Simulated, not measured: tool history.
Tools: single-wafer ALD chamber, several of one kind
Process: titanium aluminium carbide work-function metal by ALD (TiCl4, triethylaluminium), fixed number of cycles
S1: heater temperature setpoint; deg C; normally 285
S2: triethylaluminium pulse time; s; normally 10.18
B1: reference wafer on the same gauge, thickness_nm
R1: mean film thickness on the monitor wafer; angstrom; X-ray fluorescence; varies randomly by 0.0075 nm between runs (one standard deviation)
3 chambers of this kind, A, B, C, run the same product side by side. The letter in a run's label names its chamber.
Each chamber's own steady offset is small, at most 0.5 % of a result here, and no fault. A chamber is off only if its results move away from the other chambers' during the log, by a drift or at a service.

{"hour": 1.9, "done": "chamber A: triethylaluminium bottle replaced"}
{"run": "1C", "hour": 6.4, "S1": 285, "S2": 10.18, "B1": 1.5616, "R1": 18.726}
{"run": "2A", "hour": 14.3, "S1": 285, "S2": 10.18, "B1": 1.5617, "R1": 18.697}
{"run": "3B", "hour": 25.7, "S1": 285, "S2": 10.18, "B1": 1.5616, "R1": 18.702}
{"run": "4B", "hour": 32.9, "S1": 285, "S2": 10.18, "B1": 1.5601, "R1": 18.655}
{"run": "5C", "hour": 42.8, "S1": 285, "S2": 10.18, "B1": 1.5602, "R1": 18.645}
{"run": "6A", "hour": 49.3, "S1": 285, "S2": 10.18, "B1": 1.5613, "R1": 18.683}
{"run": "7C", "hour": 58.5, "S1": 285, "S2": 10.18, "B1": 1.5583, "R1": 18.625}
{"run": "8B", "hour": 69.9, "S1": 285, "S2": 10.18, "B1": 1.5608, "R1": 18.637}
{"run": "9A", "hour": 77.7, "S1": 285, "S2": 10.18, "B1": 1.5599, "R1": 18.766}
{"run": "10A", "hour": 86.0, "S1": 285, "S2": 10.18, "B1": 1.5599, "R1": 18.654}
{"run": "11C", "hour": 97.4, "S1": 285, "S2": 10.18, "B1": 1.5605, "R1": 18.544}
{"run": "12B", "hour": 107.0, "S1": 285, "S2": 10.18, "B1": 1.5623, "R1": 18.644}
{"run": "13B", "hour": 117.9, "S1": 291, "S2": 7.36, "B1": 1.5596, "R1": 18.355}
{"run": "14C", "hour": 127.5, "S1": 291, "S2": 7.36, "B1": 1.5598, "R1": 17.842}
{"run": "15A", "hour": 137.1, "S1": 291, "S2": 7.36, "B1": 1.56, "R1": 18.263}
{"run": "16A", "hour": 142.8, "S1": 285, "S2": 10.18, "B1": 1.5604, "R1": 18.616}
{"run": "17B", "hour": 150.3, "S1": 285, "S2": 10.18, "B1": 1.5595, "R1": 18.48}
{"run": "18C", "hour": 156.9, "S1": 285, "S2": 10.18, "B1": 1.5607, "R1": 18.568}
{"run": "19B", "hour": 165.3, "S1": 285, "S2": 10.18, "B1": 1.5604, "R1": 18.707}
{"run": "20C", "hour": 176.3, "S1": 274, "S2": 13.82, "B1": 1.5609, "R1": 17.966}
{"run": "21A", "hour": 187.5, "S1": 274, "S2": 13.82, "B1": 1.5603, "R1": 18.095}
{"run": "22C", "hour": 193.4, "S1": 274, "S2": 13.82, "B1": 1.5611, "R1": 18.012}
{"run": "23A", "hour": 203.0, "S1": 285, "S2": 10.18, "B1": 1.5584, "R1": 18.632}
{"run": "24B", "hour": 211.6, "S1": 292, "S2": 13.92, "B1": 1.5595, "R1": 19.784}
{"run": "25C", "hour": 217.1, "S1": 292, "S2": 13.92, "B1": 1.5607, "R1": 19.61}
{"run": "26A", "hour": 226.0, "S1": 292, "S2": 13.92, "B1": 1.5599, "R1": 19.711}
{"run": "27B", "hour": 235.6, "S1": 285, "S2": 10.18, "B1": 1.5595, "R1": 18.537}
{"run": "28A", "hour": 241.5, "S1": 285, "S2": 13.96, "B1": 1.5586, "R1": 19.16}
{"run": "29B", "hour": 252.7, "S1": 285, "S2": 13.96, "B1": 1.5615, "R1": 19.187}
{"run": "30C", "hour": 262.8, "S1": 285, "S2": 13.96, "B1": 1.5589, "R1": 18.707}
{"run": "31C", "hour": 267.9, "S1": 285, "S2": 10.18, "B1": 1.5583, "R1": 17.983}
{"run": "32A", "hour": 273.5, "S1": 272, "S2": 12.41, "B1": 1.5601, "R1": 17.862}
{"run": "33B", "hour": 284.6, "S1": 272, "S2": 12.41, "B1": 1.5589, "R1": 17.942}
{"run": "34A", "hour": 295.1, "S1": 272, "S2": 12.41, "B1": 1.5594, "R1": 17.877}

The same settings go to every chamber for the next run, one line per chamber below. Forecast the results for each:
{"run": "35A", "hour": 303.3, "S1": 285, "S2": 10.18, "R1": "?"}
{"run": "35B", "hour": 303.3, "S1": 285, "S2": 10.18, "R1": "?"}
{"run": "35C", "hour": 303.3, "S1": 285, "S2": 10.18, "R1": "?"}

run=35A R1=18.688
run=35B R1=18.665
run=35C R1=17.746
